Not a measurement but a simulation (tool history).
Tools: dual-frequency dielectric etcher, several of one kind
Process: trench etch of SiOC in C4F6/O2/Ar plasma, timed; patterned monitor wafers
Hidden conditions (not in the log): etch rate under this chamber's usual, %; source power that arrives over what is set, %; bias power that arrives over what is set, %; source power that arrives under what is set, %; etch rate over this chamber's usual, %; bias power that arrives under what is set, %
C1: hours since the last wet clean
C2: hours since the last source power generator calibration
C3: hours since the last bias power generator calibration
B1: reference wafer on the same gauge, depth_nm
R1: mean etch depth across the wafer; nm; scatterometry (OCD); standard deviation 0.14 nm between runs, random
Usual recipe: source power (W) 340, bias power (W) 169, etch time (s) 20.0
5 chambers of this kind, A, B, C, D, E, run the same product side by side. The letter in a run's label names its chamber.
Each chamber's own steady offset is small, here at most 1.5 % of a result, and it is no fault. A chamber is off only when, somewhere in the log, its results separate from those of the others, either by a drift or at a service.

run 1B hour=7.1 | source_power_(W)=340 bias_power_(W)=169 etch_time_(s)=20.0 | C1=331.1 C2=1918.3 C3=204.4 | B1=45.742 | R1=37.884
run 2C hour=14.7 | source_power_(W)=340 bias_power_(W)=169 etch_time_(s)=20.0 | C1=141.1 C2=1570.9 C3=4461.4 | B1=45.679 | R1=38.625
run 3E hour=21.9 | source_power_(W)=340 bias_power_(W)=169 etch_time_(s)=20.0 | C1=186.7 C2=128.8 C3=1211.6 | B1=45.744 | R1=38.256
run 4D hour=32.3 | source_power_(W)=340 bias_power_(W)=169 etch_time_(s)=20.0 | C1=50.2 C2=1682.5 C3=4275.9 | B1=45.695 | R1=37.754
-- hour=41.1 chamber D: bias power generator calibrated
-- hour=41.5 chamber D: source power generator calibrated
run 5A hour=46.9 | source_power_(W)=340 bias_power_(W)=185 etch_time_(s)=18.0 | C1=121.3 C2=2730.1 C3=1660.1 | B1=45.720 | R1=35.560
run 6C hour=54.1 | source_power_(W)=340 bias_power_(W)=185 etch_time_(s)=18.0 | C1=180.5 C2=1610.3 C3=4500.8 | B1=45.646 | R1=35.907
run 7B hour=64.9 | source_power_(W)=340 bias_power_(W)=185 etch_time_(s)=18.0 | C1=388.9 C2=1976.1 C3=262.2 | B1=45.714 | R1=35.131
run 8A hour=72.6 | source_power_(W)=340 bias_power_(W)=185 etch_time_(s)=18.0 | C1=147.0 C2=2755.8 C3=1685.8 | B1=45.696 | R1=35.528
-- hour=77.5 chamber A: bias power generator calibrated
run 9E hour=81.1 | source_power_(W)=340 bias_power_(W)=185 etch_time_(s)=18.0 | C1=245.9 C2=188.0 C3=1270.8 | B1=45.660 | R1=35.563
run 10D hour=95.6 | source_power_(W)=340 bias_power_(W)=169 etch_time_(s)=20.0 | C1=113.5 C2=54.2 C3=54.5 | B1=45.684 | R1=38.159
run 11A hour=103.7 | source_power_(W)=340 bias_power_(W)=196 etch_time_(s)=16.5 | C1=178.1 C2=2786.9 C3=26.3 | B1=45.684 | R1=33.414
run 12C hour=118.0 | source_power_(W)=340 bias_power_(W)=196 etch_time_(s)=16.5 | C1=244.4 C2=1674.2 C3=4564.7 | B1=45.707 | R1=33.440
run 13D hour=128.9 | source_power_(W)=340 bias_power_(W)=196 etch_time_(s)=16.5 | C1=146.8 C2=87.5 C3=87.8 | B1=45.697 | R1=32.868
-- hour=133.6 chamber B: wet clean of the chamber
run 14E hour=142.7 | source_power_(W)=340 bias_power_(W)=196 etch_time_(s)=16.5 | C1=307.5 C2=249.6 C3=1332.4 | B1=45.720 | R1=33.049
run 15B hour=151.9 | source_power_(W)=340 bias_power_(W)=196 etch_time_(s)=16.5 | C1=18.4 C2=2063.1 C3=349.2 | B1=45.716 | R1=33.024
run 16C hour=162.1 | source_power_(W)=340 bias_power_(W)=169 etch_time_(s)=20.0 | C1=288.5 C2=1718.3 C3=4608.8 | B1=45.694 | R1=38.254
run 17A hour=172.5 | source_power_(W)=340 bias_power_(W)=169 etch_time_(s)=20.0 | C1=246.9 C2=2855.7 C3=95.1 | B1=45.698 | R1=38.299
run 18B hour=180.3 | source_power_(W)=340 bias_power_(W)=169 etch_time_(s)=20.0 | C1=46.8 C2=2091.5 C3=377.6 | B1=45.721 | R1=38.407
run 19D hour=191.2 | source_power_(W)=340 bias_power_(W)=169 etch_time_(s)=20.0 | C1=209.1 C2=149.8 C3=150.1 | B1=45.694 | R1=38.221
run 20E hour=202.6 | source_power_(W)=340 bias_power_(W)=169 etch_time_(s)=20.0 | C1=367.4 C2=309.5 C3=1392.3 | B1=45.708 | R1=38.385
run 21D hour=214.2 | source_power_(W)=340 bias_power_(W)=154 etch_time_(s)=20.0 | C1=232.1 C2=172.8 C3=173.1 | B1=45.698 | R1=36.858
run 22A hour=223.7 | source_power_(W)=340 bias_power_(W)=154 etch_time_(s)=20.0 | C1=298.1 C2=2906.9 C3=146.3 | B1=45.716 | R1=37.375
run 23C hour=231.6 | source_power_(W)=340 bias_power_(W)=154 etch_time_(s)=20.0 | C1=358.0 C2=1787.8 C3=4678.3 | B1=45.723 | R1=37.299
run 24E hour=246.1 | source_power_(W)=340 bias_power_(W)=154 etch_time_(s)=20.0 | C1=410.9 C2=353.0 C3=1435.8 | B1=45.701 | R1=37.168
run 25B hour=254.0 | source_power_(W)=340 bias_power_(W)=154 etch_time_(s)=20.0 | C1=120.5 C2=2165.2 C3=451.3 | B1=45.674 | R1=36.924
run 26A hour=264.6 | source_power_(W)=340 bias_power_(W)=169 etch_time_(s)=20.0 | C1=339.0 C2=2947.8 C3=187.2 | B1=45.691 | R1=38.314
run 27C hour=273.2 | source_power_(W)=340 bias_power_(W)=169 etch_time_(s)=15.0 | C1=399.6 C2=1829.4 C3=4719.9 | B1=45.685 | R1=28.440
run 28E hour=286.1 | source_power_(W)=340 bias_power_(W)=169 etch_time_(s)=15.0 | C1=450.9 C2=393.0 C3=1475.8 | B1=45.717 | R1=28.771
run 29D hour=293.8 | source_power_(W)=340 bias_power_(W)=169 etch_time_(s)=15.0 | C1=311.7 C2=252.4 C3=252.7 | B1=45.677 | R1=28.498
run 30B hour=307.3 | source_power_(W)=340 bias_power_(W)=169 etch_time_(s)=15.0 | C1=173.8 C2=2218.5 C3=504.6 | B1=45.708 | R1=28.676
-- hour=312.3 chamber C: bias power generator calibrated
run 31C hour=321.7 | source_power_(W)=340 bias_power_(W)=169 etch_time_(s)=15.0 | C1=448.1 C2=1877.9 C3=9.4 | B1=45.710 | R1=28.422
run 32D hour=333.6 | source_power_(W)=340 bias_power_(W)=169 etch_time_(s)=20.0 | C1=351.5 C2=292.2 C3=292.5 | B1=45.696 | R1=37.936
-- hour=345.8 chamber C: source power generator calibrated
run 33A hour=346.9 | source_power_(W)=340 bias_power_(W)=169 etch_time_(s)=20.0 | C1=421.3 C2=3030.1 C3=269.5 | B1=45.706 | R1=38.522
-- hour=358.1 chamber E: wet clean of the chamber
run 34B hour=358.6 | source_power_(W)=340 bias_power_(W)=169 etch_time_(s)=20.0 | C1=225.1 C2=2269.8 C3=555.9 | B1=45.714 | R1=38.189
run 35E hour=374.9 | source_power_(W)=340 bias_power_(W)=169 etch_time_(s)=20.0 | C1=16.8 C2=481.8 C3=1564.6 | B1=45.730 | R1=38.380
run 36D hour=388.9 | source_power_(W)=340 bias_power_(W)=169 etch_time_(s)=20.0 | C1=406.8 C2=347.5 C3=347.8 | B1=45.686 | R1=38.155
run 37E hour=402.4 | source_power_(W)=340 bias_power_(W)=169 etch_time_(s)=20.0 | C1=44.3 C2=509.3 C3=1592.1 | B1=45.745 | R1=38.452
run 38B hour=412.6 | source_power_(W)=340 bias_power_(W)=169 etch_time_(s)=20.0 | C1=279.1 C2=2323.8 C3=609.9 | B1=45.695 | R1=38.145
run 39C hour=423.3 | source_power_(W)=280 bias_power_(W)=169 etch_time_(s)=14.5 | C1=549.7 C2=77.5 C3=111.0 | B1=45.711 | R1=25.450
run 40A hour=435.8 | source_power_(W)=280 bias_power_(W)=169 etch_time_(s)=14.5 | C1=510.2 C2=3119.0 C3=358.4 | B1=45.694 | R1=25.882
-- hour=449.5 chamber A: wet clean of the chamber
run 41B hour=452.1 | source_power_(W)=280 bias_power_(W)=169 etch_time_(s)=14.5 | C1=318.6 C2=2363.3 C3=649.4 | B1=45.698 | R1=25.642
run 42E hour=467.1 | source_power_(W)=280 bias_power_(W)=169 etch_time_(s)=14.5 | C1=109.0 C2=574.0 C3=1656.8 | B1=45.723 | R1=25.714
run 43A hour=481.0 | source_power_(W)=280 bias_power_(W)=169 etch_time_(s)=14.5 | C1=31.5 C2=3164.2 C3=403.6 | B1=45.683 | R1=25.837

Does one chamber stand apart from the rest, does the shared gauge drift, or is all well apart from small per-chamber offsets? Give the chamber and the most likely cause, where there is one.

Chamber C drifts away from the others.
Most likely cause: etch rate under this chamber's usual, % = 3.31.

Here are 4 candidates for chamber C's next run, each the usual settings with a change, their results left as question marks. Which one brings its results back in line with what the others give on the usual settings?
In line means no further than this from the other chambers' mean on the usual settings: R1 0.490 nm
run 44C-1 hour=492.8 | source_power_(W)=340 bias_power_(W)=169 etch_time_(s)=21.0 | R1=?
run 44C-2 hour=492.8 | source_power_(W)=340 bias_power_(W)=167 etch_time_(s)=19.0 | R1=?
run 44C-3 hour=492.8 | source_power_(W)=340 bias_power_(W)=170 etch_time_(s)=20.5 | R1=?
run 44C-4 hour=492.8 | source_power_(W)=340 bias_power_(W)=168 etch_time_(s)=19.5 | R1=?

Average result of the remaining chambers running the usual settings: R1 38.226 nm
run=44C-1 R1=39.192
run=44C-2 R1=35.329
run=44C-3 R1=38.330
run=44C-4 R1=36.326
The right change is 44C-3: it brings the chamber back within the allowed miss of the others.
